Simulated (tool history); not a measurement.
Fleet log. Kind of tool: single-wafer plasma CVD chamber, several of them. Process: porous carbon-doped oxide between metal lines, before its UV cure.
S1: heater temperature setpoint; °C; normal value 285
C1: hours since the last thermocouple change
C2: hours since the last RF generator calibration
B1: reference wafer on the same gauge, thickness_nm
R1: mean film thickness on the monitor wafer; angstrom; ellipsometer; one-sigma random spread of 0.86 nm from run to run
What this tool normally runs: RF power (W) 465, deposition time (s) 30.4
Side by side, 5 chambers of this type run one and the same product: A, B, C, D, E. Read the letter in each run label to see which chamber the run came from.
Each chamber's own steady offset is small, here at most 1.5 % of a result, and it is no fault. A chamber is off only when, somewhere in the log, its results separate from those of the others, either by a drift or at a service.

Run 1A, hour 11.1: usual settings; C1 686.1; C2 460.8; B1 193.01. Result: R1 1710.5 angstrom.
Run 2B, hour 23.3: usual settings; C1 875.4; C2 657.7; B1 193.10. Result: R1 1704.1 angstrom.
At hour 24.3: chamber C: RF generator calibrated.
Run 3E, hour 28.7: usual settings; C1 767.6; C2 1311.8; B1 192.93. Result: R1 1725.4 angstrom.
Run 4D, hour 34.3: usual settings; C1 410.1; C2 344.2; B1 192.79. Result: R1 1702.0 angstrom.
Run 5C, hour 45.7: usual settings; C1 2271.6; C2 21.4; B1 192.89. Result: R1 1680.9 angstrom.
Run 6D, hour 56.6: usual settings; C1 432.4; C2 366.5; B1 192.94. Result: R1 1698.4 angstrom.
At hour 60.9: chamber C: thermocouple changed; heater temperature recalibrated.
Run 7A, hour 65.9: usual settings; C1 740.9; C2 515.6; B1 192.92. Result: R1 1696.7 angstrom.
Run 8E, hour 73.2: usual settings; C1 812.1; C2 1356.3; B1 192.75. Result: R1 1749.7 angstrom.
Run 9C, hour 78.6: usual settings; C1 17.7; C2 54.3; B1 193.12. Result: R1 1695.8 angstrom.
Run 10B, hour 86.0: usual settings; C1 938.1; C2 720.4; B1 193.04. Result: R1 1698.5 angstrom.
Run 11E, hour 97.9: usual settings; C1 836.8; C2 1381.0; B1 192.88. Result: R1 1738.4 angstrom.
Run 12C, hour 103.7: usual settings but RF power (W) 550; C1 42.8; C2 79.4; B1 193.03. Result: R1 1908.2 angstrom.
Run 13B, hour 109.1: usual settings but RF power (W) 550; C1 961.2; C2 743.5; B1 192.91. Result: R1 1909.0 angstrom.
Run 14D, hour 117.8: usual settings but RF power (W) 550; C1 493.6; C2 427.7; B1 193.00. Result: R1 1896.2 angstrom.
Run 15A, hour 127.4: usual settings but RF power (W) 550; C1 802.4; C2 577.1; B1 193.18. Result: R1 1906.7 angstrom.
Run 16E, hour 138.9: usual settings but RF power (W) 550; C1 877.8; C2 1422.0; B1 192.91. Result: R1 1955.6 angstrom.
Run 17A, hour 149.1: usual settings; C1 824.1; C2 598.8; B1 192.78. Result: R1 1706.9 angstrom.
Run 18B, hour 158.6: usual settings but S1 274 °C; C1 1010.7; C2 793.0; B1 192.96. Result: R1 1804.8 angstrom.
Run 19C, hour 166.3: usual settings but S1 274 °C; C1 105.4; C2 142.0; B1 192.68. Result: R1 1826.6 angstrom.
Run 20D, hour 178.3: usual settings but S1 274 °C; C1 554.1; C2 488.2; B1 193.19. Result: R1 1836.1 angstrom.
Run 21B, hour 187.2: usual settings but S1 274 °C; C1 1039.3; C2 821.6; B1 192.96. Result: R1 1796.0 angstrom.
Run 22C, hour 195.4: usual settings but S1 274 °C; C1 134.5; C2 171.1; B1 193.09. Result: R1 1815.6 angstrom.
Run 23D, hour 205.7: usual settings; C1 581.5; C2 515.6; B1 193.37. Result: R1 1711.0 angstrom.
Run 24A, hour 214.0: usual settings but S1 296 °C, deposition time (s) 26.4; C1 889.0; C2 663.7; B1 192.97. Result: R1 1391.6 angstrom.
Run 25E, hour 224.4: usual settings but S1 296 °C, deposition time (s) 26.4; C1 963.3; C2 1507.5; B1 192.95. Result: R1 1422.1 angstrom.
Run 26D, hour 235.0: usual settings but S1 296 °C, deposition time (s) 26.4; C1 610.8; C2 544.9; B1 193.04. Result: R1 1391.1 angstrom.
Run 27A, hour 247.1: usual settings but S1 296 °C, deposition time (s) 26.4; C1 922.1; C2 696.8; B1 193.06. Result: R1 1381.4 angstrom.
Run 28B, hour 256.2: usual settings but S1 296 °C, deposition time (s) 26.4; C1 1108.3; C2 890.6; B1 192.85. Result: R1 1344.4 angstrom.
Run 29C, hour 265.9: usual settings; C1 205.0; C2 241.6; B1 193.12. Result: R1 1703.4 angstrom.
Run 30E, hour 275.3: usual settings; C1 1014.2; C2 1558.4; B1 193.12. Result: R1 1725.6 angstrom.
Run 31D, hour 281.2: usual settings; C1 657.0; C2 591.1; B1 192.83. Result: R1 1697.0 angstrom.
Run 32A, hour 291.4: usual settings but S1 291 °C, deposition time (s) 35.1; C1 966.4; C2 741.1; B1 192.87. Result: R1 1890.8 angstrom.
Run 33B, hour 298.3: usual settings but S1 291 °C, deposition time (s) 35.1; C1 1150.4; C2 932.7; B1 192.98. Result: R1 1776.2 angstrom.
Run 34C, hour 310.4: usual settings but S1 291 °C, deposition time (s) 35.1; C1 249.5; C2 286.1; B1 193.03. Result: R1 1899.1 angstrom.

The same settings go to every chamber for the next run, one line per chamber below. Forecast the results for each:
Run 35A, hour 319.2: usual settings but S1 272 °C. Result: R1 ?.
Run 35B, hour 319.2: usual settings but S1 272 °C. Result: R1 ?.
Run 35C, hour 319.2: usual settings but S1 272 °C. Result: R1 ?.
Run 35D, hour 319.2: usual settings but S1 272 °C. Result: R1 ?.
Run 35E, hour 319.2: usual settings but S1 272 °C. Result: R1 ?.

run      R1
35A  1865.0
35B  1748.5
35C  1845.7
35D  1852.7
35E  1883.2
